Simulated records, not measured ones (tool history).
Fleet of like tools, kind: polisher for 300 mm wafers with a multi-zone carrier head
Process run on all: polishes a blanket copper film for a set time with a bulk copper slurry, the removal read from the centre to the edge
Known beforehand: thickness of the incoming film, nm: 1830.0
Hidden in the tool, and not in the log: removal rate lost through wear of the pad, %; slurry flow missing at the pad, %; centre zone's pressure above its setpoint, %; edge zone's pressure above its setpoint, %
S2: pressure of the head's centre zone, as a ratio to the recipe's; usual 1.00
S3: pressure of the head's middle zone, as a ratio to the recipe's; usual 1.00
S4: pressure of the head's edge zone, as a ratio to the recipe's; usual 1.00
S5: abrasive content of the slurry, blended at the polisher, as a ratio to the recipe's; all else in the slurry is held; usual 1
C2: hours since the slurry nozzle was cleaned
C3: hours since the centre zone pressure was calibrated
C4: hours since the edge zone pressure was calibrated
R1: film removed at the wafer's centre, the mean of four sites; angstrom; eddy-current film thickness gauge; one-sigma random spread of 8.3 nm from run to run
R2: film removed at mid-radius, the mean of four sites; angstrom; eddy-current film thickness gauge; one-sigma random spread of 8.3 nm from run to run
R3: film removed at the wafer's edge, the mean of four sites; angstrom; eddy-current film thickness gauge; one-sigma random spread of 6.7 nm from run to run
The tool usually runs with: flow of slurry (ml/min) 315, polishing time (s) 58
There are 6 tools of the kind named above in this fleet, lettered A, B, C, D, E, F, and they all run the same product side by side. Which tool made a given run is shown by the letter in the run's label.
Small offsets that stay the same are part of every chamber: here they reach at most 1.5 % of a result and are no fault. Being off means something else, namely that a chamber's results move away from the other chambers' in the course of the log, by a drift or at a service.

Run 1F, hour 7.3: usual settings; wafers polished on this pad 683; C2 371.3; C3 157.9; C4 804.3. Result: R1 7684.8 angstrom, R2 7786.6 angstrom, R3 7779.8 angstrom.
At hour 17.5: chamber C: worn pad replaced by a new one.
Run 2E, hour 20.4: usual settings; wafers polished on this pad 398; C2 499.0; C3 1113.7; C4 208.2. Result: R1 7796.5 angstrom, R2 7830.5 angstrom, R3 7725.6 angstrom.
Run 3B, hour 30.5: usual settings; wafers polished on this pad 799; C2 270.7; C3 467.1; C4 173.8. Result: R1 7639.5 angstrom, R2 7720.0 angstrom, R3 7718.2 angstrom.
At hour 32.8: chamber D: worn pad replaced by a new one.
Run 4C, hour 41.9: usual settings; wafers polished on this pad 329; C2 43.8; C3 848.0; C4 496.9. Result: R1 7663.6 angstrom, R2 7632.5 angstrom, R3 7663.0 angstrom.
At hour 46.4: chamber B: worn pad replaced by a new one.
Run 5D, hour 51.7: usual settings; wafers polished on this pad 255; C2 297.2; C3 81.4; C4 83.5. Result: R1 7876.4 angstrom, R2 7710.8 angstrom, R3 7863.5 angstrom.
At hour 60.8: chamber E: worn pad replaced by a new one.
At hour 61.0: chamber A: worn pad replaced by a new one.
Run 6A, hour 64.1: usual settings; wafers polished on this pad 43; C2 214.0; C3 764.7; C4 1058.2. Result: R1 7623.8 angstrom, R2 7767.2 angstrom, R3 7836.1 angstrom.
At hour 65.5: chamber F: worn pad replaced by a new one.
At hour 66.6: chamber B: centre zone pressure recalibrated.
Run 7A, hour 76.0: usual settings; wafers polished on this pad 203; C2 225.9; C3 776.6; C4 1070.1. Result: R1 7653.6 angstrom, R2 7856.0 angstrom, R3 7720.9 angstrom.
Run 8F, hour 82.1: usual settings; wafers polished on this pad 225; C2 446.1; C3 232.7; C4 879.1. Result: R1 7732.3 angstrom, R2 7610.9 angstrom, R3 7793.8 angstrom.
At hour 83.0: chamber C: worn pad replaced by a new one.
Run 9D, hour 93.3: usual settings; wafers polished on this pad 817; C2 338.8; C3 123.0; C4 125.1. Result: R1 7914.6 angstrom, R2 7623.2 angstrom, R3 7739.6 angstrom.
At hour 103.0: chamber E: centre zone pressure recalibrated.
Run 10C, hour 106.0: usual settings but polishing time (s) 69; wafers polished on this pad 311; C2 107.9; C3 912.1; C4 561.0. Result: R1 9028.9 angstrom, R2 9335.4 angstrom, R3 9105.0 angstrom.
At hour 107.9: chamber D: worn pad replaced by a new one.
At hour 112.1: chamber B: worn pad replaced by a new one.
Run 11B, hour 113.7: usual settings but polishing time (s) 69; wafers polished on this pad 21; C2 353.9; C3 47.2; C4 257.0. Result: R1 9319.1 angstrom, R2 9012.4 angstrom, R3 9261.6 angstrom.
Run 12E, hour 126.3: usual settings but polishing time (s) 69; wafers polished on this pad 884; C2 604.9; C3 23.3; C4 314.1. Result: R1 9058.1 angstrom, R2 9101.9 angstrom, R3 9377.6 angstrom.
At hour 126.9: chamber F: slurry nozzle cleaned.
At hour 130.7: chamber A: worn pad replaced by a new one.
Run 13B, hour 137.5: usual settings but polishing time (s) 69; wafers polished on this pad 342; C2 377.7; C3 71.0; C4 280.8. Result: R1 9153.2 angstrom, R2 9191.5 angstrom, R3 9232.5 angstrom.
Run 14C, hour 145.2: usual settings but polishing time (s) 69; wafers polished on this pad 840; C2 147.1; C3 951.3; C4 600.2. Result: R1 9209.1 angstrom, R2 9182.5 angstrom, R3 9152.2 angstrom.
At hour 147.7: chamber E: worn pad replaced by a new one.
Run 15A, hour 153.2: usual settings but polishing time (s) 69; wafers polished on this pad 305; C2 303.1; C3 853.8; C4 1147.3. Result: R1 9115.8 angstrom, R2 9138.3 angstrom, R3 9255.8 angstrom.
Run 16E, hour 161.4: usual settings; wafers polished on this pad 185; C2 640.0; C3 58.4; C4 349.2. Result: R1 7588.0 angstrom, R2 7771.5 angstrom, R3 7735.5 angstrom.
At hour 164.3: chamber C: worn pad replaced by a new one.
At hour 169.6: chamber F: worn pad replaced by a new one.
Run 17D, hour 173.9: usual settings; wafers polished on this pad 892; C2 419.4; C3 203.6; C4 205.7. Result: R1 7732.8 angstrom, R2 7598.3 angstrom, R3 7594.1 angstrom.
Run 18F, hour 184.5: usual settings; wafers polished on this pad 201; C2 57.6; C3 335.1; C4 981.5. Result: R1 7566.1 angstrom, R2 7658.8 angstrom, R3 7718.0 angstrom.
At hour 189.5: chamber B: worn pad replaced by a new one.
At hour 192.1: chamber D: worn pad replaced by a new one.
Run 19F, hour 192.2: usual settings; wafers polished on this pad 305; C2 65.3; C3 342.8; C4 989.2. Result: R1 7732.1 angstrom, R2 7613.4 angstrom, R3 7688.6 angstrom.
At hour 200.1: chamber C: slurry nozzle cleaned.
At hour 201.2: chamber F: centre zone pressure recalibrated.
Run 20A, hour 203.6: usual settings; wafers polished on this pad 985; C2 353.5; C3 904.2; C4 1197.7. Result: R1 7670.6 angstrom, R2 7696.8 angstrom, R3 7690.8 angstrom.
At hour 210.3: chamber A: worn pad replaced by a new one.
At hour 211.7: chamber C: centre zone pressure recalibrated.
At hour 211.8: chamber E: slurry nozzle cleaned.
Run 21C, hour 212.9: usual settings; wafers polished on this pad 656; C2 12.8; C3 1.2; C4 667.9. Result: R1 7652.8 angstrom, R2 7595.1 angstrom, R3 7799.6 angstrom.
At hour 214.7: chamber A: edge zone pressure recalibrated.
At hour 217.6: chamber E: worn pad replaced by a new one.
Run 22E, hour 225.1: usual settings; wafers polished on this pad 101; C2 13.3; C3 122.1; C4 412.9. Result: R1 7753.7 angstrom, R2 7637.9 angstrom, R3 7857.2 angstrom.
Run 23B, hour 233.9: usual settings but S3 1.06; wafers polished on this pad 599; C2 474.1; C3 167.4; C4 377.2. Result: R1 7948.7 angstrom, R2 8281.0 angstrom, R3 7849.2 angstrom.
At hour 237.2: chamber C: worn pad replaced by a new one.
Run 24D, hour 242.3: usual settings but S3 1.06; wafers polished on this pad 678; C2 487.8; C3 272.0; C4 274.1. Result: R1 7915.5 angstrom, R2 8247.1 angstrom, R3 7802.6 angstrom.
Run 25A, hour 250.6: usual settings but S3 1.06; wafers polished on this pad 545; C2 400.5; C3 951.2; C4 35.9. Result: R1 7732.7 angstrom, R2 8135.1 angstrom, R3 7843.9 angstrom.
At hour 251.7: chamber B: slurry nozzle cleaned.
Run 26D, hour 261.2: usual settings but S3 1.06; wafers polished on this pad 933; C2 506.7; C3 290.9; C4 293.0. Result: R1 7833.5 angstrom, R2 8149.9 angstrom, R3 7718.6 angstrom.
At hour 262.3: chamber B: worn pad replaced by a new one.
At hour 264.1: chamber D: worn pad replaced by a new one.
At hour 264.3: chamber D: slurry nozzle cleaned.
At hour 266.5: chamber F: worn pad replaced by a new one.
Run 27F, hour 270.9: usual settings but S3 1.06; wafers polished on this pad 59; C2 144.0; C3 69.8; C4 1067.9. Result: R1 7749.4 angstrom, R2 7996.5 angstrom, R3 7770.6 angstrom.
At hour 276.2: chamber A: worn pad replaced by a new one.
Run 28E, hour 277.6: usual settings but S3 1.06; wafers polished on this pad 810; C2 65.8; C3 174.6; C4 465.4. Result: R1 7874.7 angstrom, R2 8177.8 angstrom, R3 7641.6 angstrom.
At hour 281.6: chamber D: edge zone pressure recalibrated.
Run 29B, hour 283.6: usual settings but S2 0.88; wafers polished on this pad 288; C2 31.9; C3 217.1; C4 426.9. Result: R1 6764.5 angstrom, R2 7830.9 angstrom, R3 7801.2 angstrom.
At hour 289.1: chamber E: worn pad replaced by a new one.
Run 30C, hour 290.6: usual settings but S2 0.88; wafers polished on this pad 721; C2 90.5; C3 78.9; C4 745.6. Result: R1 6681.7 angstrom, R2 7746.0 angstrom, R3 7833.6 angstrom.
Run 31B, hour 303.3: usual settings but S2 0.88; wafers polished on this pad 554; C2 51.6; C3 236.8; C4 446.6. Result: R1 6681.8 angstrom, R2 7761.9 angstrom, R3 7758.5 angstrom.
At hour 305.6: chamber C: worn pad replaced by a new one.
Run 32C, hour 311.6: usual settings but S2 0.88; wafers polished on this pad 81; C2 111.5; C3 99.9; C4 766.6. Result: R1 6723.5 angstrom, R2 7731.1 angstrom, R3 7635.5 angstrom.
Run 33A, hour 319.8: usual settings but S2 0.88; wafers polished on this pad 589; C2 469.7; C3 1020.4; C4 105.1. Result: R1 6661.3 angstrom, R2 7670.1 angstrom, R3 7632.0 angstrom.
Run 34D, hour 329.4: usual settings but S2 0.88; wafers polished on this pad 882; C2 65.1; C3 359.1; C4 47.8. Result: R1 6795.3 angstrom, R2 7718.6 angstrom, R3 7868.2 angstrom.
Run 35F, hour 341.6: usual settings; wafers polished on this pad 1013; C2 214.7; C3 140.5; C4 1138.6. Result: R1 7696.1 angstrom, R2 7667.8 angstrom, R3 7812.7 angstrom.
Run 36E, hour 347.7: usual settings; wafers polished on this pad 792; C2 135.9; C3 244.7; C4 535.5. Result: R1 7645.0 angstrom, R2 7701.8 angstrom, R3 7687.5 angstrom.
Run 37C, hour 358.5: usual settings but flow of slurry (ml/min) 410, S4 0.96; wafers polished on this pad 714; C2 158.4; C3 146.8; C4 813.5. Result: R1 7734.5 angstrom, R2 7890.2 angstrom, R3 7741.3 angstrom.
At hour 362.4: chamber A: worn pad replaced by a new one.
At hour 370.7: chamber E: worn pad replaced by a new one.
Run 38A, hour 371.0: usual settings but flow of slurry (ml/min) 410, S4 0.96; wafers polished on this pad 116; C2 520.9; C3 1071.6; C4 156.3. Result: R1 7996.7 angstrom, R2 7844.6 angstrom, R3 7907.9 angstrom.
Run 39E, hour 380.3: usual settings but flow of slurry (ml/min) 410, S4 0.96; wafers polished on this pad 130; C2 168.5; C3 277.3; C4 568.1. Result: R1 7847.0 angstrom, R2 7873.2 angstrom, R3 7705.4 angstrom.

Is one chamber off against the others, does the gauge drift, or is nothing wrong? If a chamber is off, say which, and what the likeliest cause is.

Beyond each chamber's small constant offset nothing stands out, and the gauge stays steady.
